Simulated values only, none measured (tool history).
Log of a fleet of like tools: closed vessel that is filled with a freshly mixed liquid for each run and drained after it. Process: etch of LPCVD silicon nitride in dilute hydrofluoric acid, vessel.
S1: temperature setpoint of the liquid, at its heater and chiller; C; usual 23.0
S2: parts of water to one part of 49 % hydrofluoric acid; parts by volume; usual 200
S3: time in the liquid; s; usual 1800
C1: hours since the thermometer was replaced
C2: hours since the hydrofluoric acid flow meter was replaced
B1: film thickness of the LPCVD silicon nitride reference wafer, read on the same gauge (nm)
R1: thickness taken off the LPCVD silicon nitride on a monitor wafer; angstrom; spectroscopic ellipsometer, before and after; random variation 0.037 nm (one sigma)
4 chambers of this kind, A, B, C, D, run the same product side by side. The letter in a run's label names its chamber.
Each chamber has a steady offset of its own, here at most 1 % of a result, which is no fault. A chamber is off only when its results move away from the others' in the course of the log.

run	hour	S1	S2	S3	C1	C2	B1	R1
1B	5.2	23.0	200	1800	631.4	1241.8	129.95	45.225
2D	8.7	23.0	200	1800	2195.6	851.5	129.99	45.934
3C	13.2	23.0	200	1800	1218.5	1381.6	130.02	45.687
4A	20.1	23.0	200	1800	400.8	1332.0	129.98	44.583
5C	26.5	23.0	200	1800	1231.8	1394.9	129.97	45.918
6D	32.7	23.0	200	1800	2219.6	875.5	129.96	46.110
7B	36.3	26.5	200	1800	662.5	1272.9	129.95	56.180
8A	42.0	26.5	200	1800	422.7	1353.9	130.02	57.031
9A	46.9	26.5	200	1800	427.6	1358.8	130.02	55.724
10D	51.2	26.5	200	1800	2238.1	894.0	129.99	57.422
11B	54.9	23.0	200	1800	681.1	1291.5	130.02	44.675
12C	60.8	23.0	200	1800	1266.1	1429.2	130.01	44.847
13B	65.9	27.5	200	1800	692.1	1302.5	129.98	60.367
14A	70.8	27.5	200	1800	451.5	1382.7	130.00	60.244
15C	77.0	27.5	200	1800	1282.3	1445.4	130.01	59.791
16D	81.2	27.5	200	1800	2268.1	924.0	129.99	61.283
17B	86.1	23.0	200	2185	712.3	1322.7	130.03	55.296
# hour 92.0: chamber D: hydrofluoric acid flow meter replaced
18C	92.6	23.0	200	2185	1297.9	1461.0	130.01	55.229
19D	98.2	23.0	200	2185	2285.1	6.2	130.00	54.930
20A	105.4	23.0	200	2185	486.1	1417.3	129.98	55.797
21C	112.8	23.0	200	1800	1318.1	1481.2	129.98	45.606
22A	119.6	23.0	200	1800	500.3	1431.5	129.97	45.190
23D	124.2	21.5	200	1800	2311.1	32.2	129.95	41.612
24B	128.0	21.5	200	1800	754.2	1364.6	130.02	42.081
25C	135.3	21.5	200	1800	1340.6	1503.7	130.00	41.182
26B	140.9	21.5	200	1800	767.1	1377.5	130.00	42.918
27D	144.7	23.0	200	2145	2331.6	52.7	130.00	55.151
28A	149.6	23.0	200	2145	530.3	1461.5	129.97	53.583
29D	155.2	23.0	200	2145	2342.1	63.2	130.05	54.886
30A	162.7	23.0	200	2145	543.4	1474.6	129.94	54.503
31B	168.0	23.0	200	1800	794.2	1404.6	129.99	47.273
32C	174.6	23.0	200	1800	1379.9	1543.0	130.01	45.014
33C	180.7	23.0	200	1800	1386.0	1549.1	130.04	45.242
34B	188.5	23.0	200	1800	814.7	1425.1	129.96	47.932
35D	192.1	21.0	200	1225	2379.0	100.1	130.01	27.347
36A	197.7	21.0	200	1225	578.4	1509.6	130.03	27.118
37C	202.0	21.0	200	1225	1407.3	1570.4	130.01	27.758
38D	207.9	21.0	200	1225	2394.8	115.9	130.04	27.261
39B	214.0	28.0	200	785	840.2	1450.6	130.01	29.040

What goes on in this fleet: one chamber off, a drifting gauge, or nothing beyond the chambers' own small offsets? Name the chamber and the cause, if any.

Chamber B drifts away from the others.
Cause: liquid hotter than its thermometer reads (K) = 1.03.
The log may not tell that from: hydrofluoric acid flow above the setpoint (%).

Here are 4 candidates for chamber B's next run, each the usual settings with a change, their results left as question marks. Which one brings its results back in line with what the others give on the usual settings?
In line means no further than this from the other chambers' mean on the usual settings: R1 1.300 angstrom
40B-1	219.6	23.0	195	1855				?
40B-2	219.6	23.0	190	1900				?
40B-3	219.6	23.0	210	1700				?
40B-4	219.6	23.0	205	1745				?

The other chambers' mean on the usual settings: R1 45.459 angstrom
run	R1
40B-1	50.874
40B-2	53.460
40B-3	43.336
40B-4	45.554
40B-4 brings the chamber back in line.
